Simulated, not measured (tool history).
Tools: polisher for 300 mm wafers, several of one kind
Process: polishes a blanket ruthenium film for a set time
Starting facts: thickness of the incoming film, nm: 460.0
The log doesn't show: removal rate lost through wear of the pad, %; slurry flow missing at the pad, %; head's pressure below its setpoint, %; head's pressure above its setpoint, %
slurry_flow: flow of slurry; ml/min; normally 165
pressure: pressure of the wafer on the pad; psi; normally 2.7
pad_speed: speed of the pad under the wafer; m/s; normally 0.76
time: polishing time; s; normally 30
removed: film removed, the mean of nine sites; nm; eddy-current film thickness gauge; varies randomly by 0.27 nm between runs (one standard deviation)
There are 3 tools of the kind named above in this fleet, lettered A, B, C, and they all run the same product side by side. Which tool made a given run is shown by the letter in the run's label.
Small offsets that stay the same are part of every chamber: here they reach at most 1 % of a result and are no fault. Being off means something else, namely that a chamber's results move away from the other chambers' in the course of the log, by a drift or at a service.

run,hour,slurry_flow,pressure,pad_speed,time,wafers polished on this pad,hours since the slurry nozzle was cleaned,hours since the head pressure was calibrated,removed
# hour 2.1: chamber C: worn pad replaced by a new one
# hour 5.9: chamber B: worn pad replaced by a new one
1B,6.7,165,2.7,0.76,30,14,217.6,597.6,30.504
2A,16.9,165,2.7,0.76,30,1078,155.1,526.5,30.103
# hour 25.2: chamber A: worn pad replaced by a new one
3C,29.9,165,2.7,0.76,30,488,169.7,755.3,30.359
4B,43.2,165,2.7,0.76,30,655,254.1,634.1,30.015
5A,51.6,165,2.7,0.76,30,464,189.8,561.2,30.201
6C,59.1,165,2.7,0.76,30,1000,198.9,784.5,30.224
# hour 62.8: chamber B: worn pad replaced by a new one
# hour 67.5: chamber C: worn pad replaced by a new one
7A,71.4,200,2.7,0.76,26,811,209.6,581,26.742
# hour 83.7: chamber A: worn pad replaced by a new one
8C,85,200,2.7,0.76,26,308,224.8,810.4,26.942
9B,96.6,200,2.7,0.76,26,593,307.5,687.5,27.219
10A,103.5,165,2.7,0.76,30,348,241.7,613.1,29.802
11B,112.3,165,2.7,0.76,30,869,323.2,703.2,30.226
# hour 122.7: chamber B: worn pad replaced by a new one
12C,123.1,165,2.7,0.76,30,976,262.9,848.5,29.821
# hour 126.2: chamber C: worn pad replaced by a new one
13B,129.4,165,2.7,0.76,30,119,340.3,720.3,30.761
# hour 138.9: chamber A: worn pad replaced by a new one
14A,139.2,165,2.7,0.76,30,6,277.4,648.8,30.211
15C,151.7,165,2.7,0.76,30,448,291.5,877.1,29.724
16C,160.6,165,2.7,0.76,30,604,300.4,886,30.404
# hour 164.6: chamber B: head pressure recalibrated
# hour 166.2: chamber C: head pressure recalibrated
17B,171.3,165,2.7,0.76,30,854,382.2,6.7,30.044
# hour 175.6: chamber C: slurry nozzle cleaned
# hour 183.5: chamber B: worn pad replaced by a new one
18A,183.9,165,2.7,0.76,30,791,322.1,693.5,28.84
# hour 185.2: chamber C: worn pad replaced by a new one
19B,195.4,165,2.7,0.76,30,210,406.3,30.8,30.207
20C,201.6,165,2.7,0.76,30,289,26.1,35.5,30.17
# hour 208.6: chamber A: worn pad replaced by a new one
21A,215.2,165,2.7,0.58,30,117,353.4,724.8,21.774
22B,228.2,165,2.7,0.58,30,786,439.1,63.6,23.234
23C,240.3,165,2.7,0.58,30,968,64.8,74.2,23.068
# hour 247.4: chamber C: worn pad replaced by a new one
# hour 247.8: chamber B: worn pad replaced by a new one
24A,248.2,165,2.7,0.76,30,696,386.4,757.8,28.299
25B,257.3,165,2.7,0.76,30,167,468.2,92.7,30.291
26A,266.6,165,2.7,0.76,30,1019,404.8,776.2,27.556
# hour 267.7: chamber A: worn pad replaced by a new one
27C,274.9,165,2.7,0.76,30,484,99.4,108.8,30.129
# hour 278.2: chamber A: slurry nozzle cleaned
28A,283.9,165,2.7,0.76,30,284,5.7,793.5,28.088
29B,297.3,165,2.7,0.76,30,869,508.2,132.7,30.29
# hour 305.4: chamber C: worn pad replaced by a new one
30C,306,165,2.7,0.76,30,12,130.5,139.9,30.081

The same settings go to every chamber for the next run, one line per chamber below. Forecast the results for each:
31A,316.2,130,2.7,0.76,30,,,,?
31B,316.2,130,2.7,0.76,30,,,,?
31C,316.2,130,2.7,0.76,30,,,,?

run,removed
31A,26.353
31B,28.929
31C,28.71

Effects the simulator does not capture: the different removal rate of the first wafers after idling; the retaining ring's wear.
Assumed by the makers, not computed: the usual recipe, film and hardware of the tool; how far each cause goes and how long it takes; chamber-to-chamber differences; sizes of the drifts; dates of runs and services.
